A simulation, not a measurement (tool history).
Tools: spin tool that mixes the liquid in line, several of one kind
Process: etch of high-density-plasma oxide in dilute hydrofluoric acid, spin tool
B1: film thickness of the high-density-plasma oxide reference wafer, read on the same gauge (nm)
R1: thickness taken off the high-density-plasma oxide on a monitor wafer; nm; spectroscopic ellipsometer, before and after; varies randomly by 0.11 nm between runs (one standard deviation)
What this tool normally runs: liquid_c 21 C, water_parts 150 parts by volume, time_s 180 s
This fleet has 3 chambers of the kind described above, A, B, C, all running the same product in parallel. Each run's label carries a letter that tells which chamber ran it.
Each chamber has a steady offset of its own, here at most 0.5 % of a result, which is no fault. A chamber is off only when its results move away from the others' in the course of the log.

Run 1A, hour 2.6: usual settings; B1 59.986. Result: R1 11.116 nm.
Run 2B, hour 7.4: usual settings; B1 60.036. Result: R1 11.303 nm.
Run 3C, hour 10.7: usual settings; B1 59.977. Result: R1 11.277 nm.
Run 4B, hour 13.2: usual settings; B1 59.991. Result: R1 11.353 nm.
Run 5C, hour 17: usual settings but time_s 135 s; B1 59.995. Result: R1 8.5767 nm.
Run 6A, hour 21.4: usual settings but time_s 135 s; B1 59.958. Result: R1 8.3397 nm.
Run 7B, hour 26.1: usual settings but time_s 135 s; B1 59.989. Result: R1 8.4704 nm.
Run 8C, hour 31: usual settings; B1 60.015. Result: R1 11.386 nm.
Run 9A, hour 34.8: usual settings; B1 59.997. Result: R1 11.182 nm.
Run 10B, hour 37: usual settings; B1 60.009. Result: R1 11.195 nm.
Run 11A, hour 42: usual settings; B1 60.021. Result: R1 11.26 nm.
Run 12C, hour 45.9: usual settings; B1 60.001. Result: R1 11.42 nm.
Run 13B, hour 48.7: usual settings; B1 60.005. Result: R1 11.299 nm.
Run 14C, hour 53.4: usual settings; B1 60.001. Result: R1 11.497 nm.
Run 15A, hour 56.1: usual settings; B1 59.991. Result: R1 11.104 nm.
Run 16A, hour 59.7: usual settings; B1 59.993. Result: R1 11.464 nm.
Run 17B, hour 63.1: usual settings; B1 59.969. Result: R1 11.21 nm.
Run 18C, hour 68: usual settings; B1 59.979. Result: R1 11.746 nm.
Run 19B, hour 72.1: usual settings; B1 60.018. Result: R1 11.195 nm.
Run 20C, hour 76.1: usual settings; B1 60.038. Result: R1 11.807 nm.
Run 21A, hour 80.2: usual settings; B1 59.997. Result: R1 11.395 nm.
Run 22B, hour 84.4: usual settings; B1 59.978. Result: R1 11.513 nm.

One chamber off, gauge drift, or nothing amiss beyond the chambers' own small offsets? If it is a chamber, which one, and what is the likeliest cause?

Chamber C drifts away from the others.
What lies behind it: hydrofluoric acid flow above the setpoint (%) = 6.66.
It could be hard to tell apart here from: liquid hotter than its thermometer reads (K).

Below are 4 candidate recipes for chamber C's next run, each the usual settings with a change, their results shown as question marks. Which of them brings C's results back in line with what the other chambers give on the usual settings?
To be in line, a result may differ from the other chambers' mean on the usual settings by at most: R1 0.38 nm
Run 23C-1, hour 88.1: usual settings but time_s 185 s. Result: R1 ?.
Run 23C-2, hour 88.1: usual settings but liquid_c 20.5 C. Result: R1 ?.
Run 23C-3, hour 88.1: usual settings but water_parts 140 parts by volume. Result: R1 ?.
Run 23C-4, hour 88.1: usual settings but water_parts 160 parts by volume. Result: R1 ?.

The other chambers' mean on the usual settings: R1 11.245 nm
  run      R1
23C-1  12.442
23C-2  11.868
23C-3   13.12
23C-4  11.224
With 23C-4, the chamber falls back in line with the rest.

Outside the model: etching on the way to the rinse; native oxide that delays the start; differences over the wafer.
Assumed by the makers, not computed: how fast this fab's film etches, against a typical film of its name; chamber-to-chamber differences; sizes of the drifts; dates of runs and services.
